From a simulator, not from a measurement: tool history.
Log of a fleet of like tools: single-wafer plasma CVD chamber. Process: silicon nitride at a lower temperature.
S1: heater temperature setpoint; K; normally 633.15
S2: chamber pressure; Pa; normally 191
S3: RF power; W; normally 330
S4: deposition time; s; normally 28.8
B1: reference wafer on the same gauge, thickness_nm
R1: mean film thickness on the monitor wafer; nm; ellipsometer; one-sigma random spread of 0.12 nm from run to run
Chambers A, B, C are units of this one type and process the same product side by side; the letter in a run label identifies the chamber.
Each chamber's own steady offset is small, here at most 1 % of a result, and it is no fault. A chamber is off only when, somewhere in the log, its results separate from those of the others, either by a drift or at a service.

Run 1C, hour 5.7: usual settings; B1 39.502. Result: R1 34.775 nm.
Run 2B, hour 14: usual settings; B1 39.525. Result: R1 34.624 nm.
Run 3A, hour 19.4: usual settings; B1 39.513. Result: R1 35.308 nm.
Run 4A, hour 26: usual settings; B1 39.476. Result: R1 34.93 nm.
Run 5C, hour 31.6: usual settings; B1 39.474. Result: R1 34.773 nm.
Run 6B, hour 37.4: usual settings; B1 39.514. Result: R1 34.366 nm.
Run 7B, hour 42.2: usual settings; B1 39.509. Result: R1 34.903 nm.
Run 8A, hour 47: usual settings; B1 39.503. Result: R1 35.144 nm.
Run 9C, hour 56.4: usual settings; B1 39.478. Result: R1 34.887 nm.
Run 10B, hour 63.3: usual settings; B1 39.515. Result: R1 34.558 nm.
Run 11C, hour 72.4: usual settings; B1 39.503. Result: R1 34.522 nm.
Run 12A, hour 77.1: usual settings; B1 39.47. Result: R1 35.002 nm.
Run 13A, hour 85.6: usual settings; B1 39.501. Result: R1 35.019 nm.
Run 14B, hour 90.4: usual settings but S2 145 Pa; B1 39.519. Result: R1 31.98 nm.
At hour 94: chamber B: capacitance manometer re-zeroed and calibrated.
Run 15C, hour 98.5: usual settings but S2 145 Pa; B1 39.522. Result: R1 31.998 nm.
Run 16A, hour 106.6: usual settings but S2 145 Pa; B1 39.51. Result: R1 32.589 nm.
Run 17C, hour 116.1: usual settings but S1 646.15 K; B1 39.501. Result: R1 34.275 nm.
Run 18B, hour 124.1: usual settings but S1 646.15 K; B1 39.473. Result: R1 34.175 nm.
Run 19C, hour 129.3: usual settings but S1 646.15 K; B1 39.505. Result: R1 33.994 nm.
Run 20B, hour 135.4: usual settings; B1 39.52. Result: R1 34.678 nm.
Run 21A, hour 143.4: usual settings but S2 209 Pa, S3 275 W; B1 39.459. Result: R1 31.82 nm.
Run 22A, hour 151.6: usual settings but S2 209 Pa, S3 275 W; B1 39.476. Result: R1 31.75 nm.
Run 23B, hour 156.9: usual settings but S2 209 Pa, S3 275 W; B1 39.491. Result: R1 31.077 nm.
Run 24C, hour 163.2: usual settings; B1 39.55. Result: R1 34.069 nm.
Run 25A, hour 170.2: usual settings; B1 39.478. Result: R1 35.014 nm.
Run 26B, hour 175.4: usual settings; B1 39.475. Result: R1 34.838 nm.
Run 27C, hour 183.7: usual settings but S1 639.15 K, S4 33 s; B1 39.488. Result: R1 39.037 nm.
Run 28A, hour 189.4: usual settings but S1 639.15 K, S4 33 s; B1 39.516. Result: R1 40.153 nm.
Run 29B, hour 195.4: usual settings but S1 639.15 K, S4 33 s; B1 39.496. Result: R1 39.622 nm.
Run 30C, hour 201.9: usual settings; B1 39.536. Result: R1 34.016 nm.
Run 31B, hour 208.7: usual settings but S1 619.15 K; B1 39.501. Result: R1 34.735 nm.
Run 32A, hour 213.8: usual settings but S1 619.15 K; B1 39.502. Result: R1 35.477 nm.
Run 33C, hour 222.4: usual settings but S1 619.15 K; B1 39.52. Result: R1 34.182 nm.
Run 34B, hour 228.2: usual settings; B1 39.488. Result: R1 34.616 nm.
Run 35C, hour 237: usual settings; B1 39.538. Result: R1 33.804 nm.
Run 36A, hour 246.4: usual settings; B1 39.522. Result: R1 35.014 nm.
Run 37A, hour 254.4: usual settings; B1 39.53. Result: R1 35.205 nm.
Run 38C, hour 260.9: usual settings; B1 39.504. Result: R1 33.708 nm.
Run 39B, hour 267.4: usual settings; B1 39.493. Result: R1 34.574 nm.
Run 40B, hour 275: usual settings; B1 39.496. Result: R1 34.507 nm.
Run 41A, hour 279.8: usual settings but S1 646.15 K, S4 33 s; B1 39.506. Result: R1 40.004 nm.

Read the log: is a single chamber off, either drifting away or since a service, is the gauge that measures every chamber drifting, or is nothing wrong beyond small per-chamber offsets? Name any odd chamber and what most likely caused it.

One chamber, C, drifts off from the rest bit by bit.
Most likely cause: delivered RF power below the setpoint (%) = 5.02.

Below are 4 candidate recipes for chamber C's next run, each the usual settings with a change, their results shown as question marks. Which of them brings C's results back in line with what the other chambers give on the usual settings?
Counts as in line when no further than this from what the other chambers average on the usual settings: R1 0.41 nm
Run 42C-1, hour 286.8: usual settings but S3 325 W. Result: R1 ?.
Run 42C-2, hour 286.8: usual settings but S2 192 Pa, S3 335 W, S4 29.4 s. Result: R1 ?.
Run 42C-3, hour 286.8: usual settings but S2 192 Pa, S3 335 W. Result: R1 ?.
Run 42C-4, hour 286.8: usual settings but S3 315 W. Result: R1 ?.

Other chambers, usual settings, mean: R1 34.838 nm
  run      R1
42C-1  33.278
42C-2  34.745
42C-3  34.038
42C-4  32.576
Change 42C-2 lands the chamber within the allowed miss of the other chambers.
